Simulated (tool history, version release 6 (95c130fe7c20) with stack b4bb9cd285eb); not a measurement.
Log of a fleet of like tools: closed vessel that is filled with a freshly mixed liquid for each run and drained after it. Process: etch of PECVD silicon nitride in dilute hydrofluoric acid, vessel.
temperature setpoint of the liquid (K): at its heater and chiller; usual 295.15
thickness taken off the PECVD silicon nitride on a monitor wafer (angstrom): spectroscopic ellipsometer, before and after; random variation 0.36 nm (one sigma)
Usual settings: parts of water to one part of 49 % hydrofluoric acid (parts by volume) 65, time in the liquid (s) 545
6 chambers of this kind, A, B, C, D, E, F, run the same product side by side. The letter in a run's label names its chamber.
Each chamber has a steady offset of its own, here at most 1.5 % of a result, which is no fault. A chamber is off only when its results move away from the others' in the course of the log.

run	hour	temperature setpoint of the liquid (K)	parts of water to one part of 49 % hydrofluoric acid (parts by volume)	time in the liquid (s)	read-back film thickness of the PECVD silicon nitride reference wafer, read on the same gauge (nm)	thickness taken off the PECVD silicon nitride on a monitor wafer (angstrom)
1B	3.2	295.15	65	545	150.01	415.59
2F	7.2	295.15	65	545	150.02	412.28
3A	10.6	295.15	65	545	149.99	409.10
4C	13.9	295.15	65	545	149.95	409.49
5E	17.8	295.15	65	545	149.99	410.87
6D	22.5	295.15	65	545	150.05	418.34
7E	28.2	295.15	65	545	149.94	409.50
# hour 29.1: chamber A: hydrofluoric acid flow meter replaced
8B	32.8	295.15	65	545	150.01	413.34
9C	37.8	295.15	65	545	150.02	402.57
10D	41.2	295.15	65	545	150.04	415.12
11A	44.4	295.15	65	545	150.04	405.48
12F	48.4	295.15	65	545	150.02	410.99
13A	53.1	295.15	65	545	150.00	414.10
14C	56.3	292.15	65	545	149.99	331.17
15F	59.4	292.15	65	545	150.00	338.82
16D	63.1	292.15	65	545	149.98	336.32
17B	67.1	292.15	65	545	150.02	335.21
18E	71.8	292.15	65	545	149.98	336.69
19B	75.3	292.15	65	545	149.96	335.81
20F	81.1	295.15	65	545	149.96	413.84
21E	84.5	291.65	85	545	149.99	249.55
22D	90.0	291.65	85	545	149.94	250.68
23A	93.7	291.65	85	545	150.01	245.77
# hour 94.9: chamber D: thermometer replaced
24C	96.9	291.65	85	545	150.02	249.15
25A	100.5	291.65	85	545	150.02	246.86
26D	106.3	291.65	85	545	150.01	258.69
27C	109.5	291.15	45	545	150.01	438.50
28F	113.7	291.15	45	545	150.04	443.86
29E	119.2	291.15	45	545	150.00	445.91
30B	123.1	291.15	45	545	150.00	449.97
31E	128.1	291.15	45	545	150.01	449.06
32B	133.7	291.15	45	545	150.02	449.35
33C	136.7	295.15	65	545	150.01	409.79
# hour 137.6: chamber D: hydrofluoric acid flow meter replaced
34D	141.2	295.15	65	545	149.94	420.62
35A	147.1	295.15	65	545	149.99	409.99
36F	150.8	291.15	65	545	149.98	317.02
37F	155.6	291.15	65	545	150.04	319.67
38E	160.0	291.15	65	545	150.04	311.39
39B	164.3	291.15	65	545	149.97	305.41
40A	167.9	291.15	65	545	150.00	310.35
41C	173.1	291.15	65	545	150.02	311.43
42D	176.2	295.15	65	545	150.02	420.64
43E	179.8	295.15	65	545	149.98	406.13
44A	183.2	293.15	65	545	150.00	357.17

Next, every chamber runs the same settings. What will each give?
45A	187.6	295.15	55	545		?
45B	187.6	295.15	55	545		?
45C	187.6	295.15	55	545		?
45D	187.6	295.15	55	545		?
45E	187.6	295.15	55	545		?
45F	187.6	295.15	55	545		?

run	thickness taken off the PECVD silicon nitride on a monitor wafer (angstrom)
45A	490.40
45B	482.16
45C	475.26
45D	493.24
45E	477.57
45F	486.03
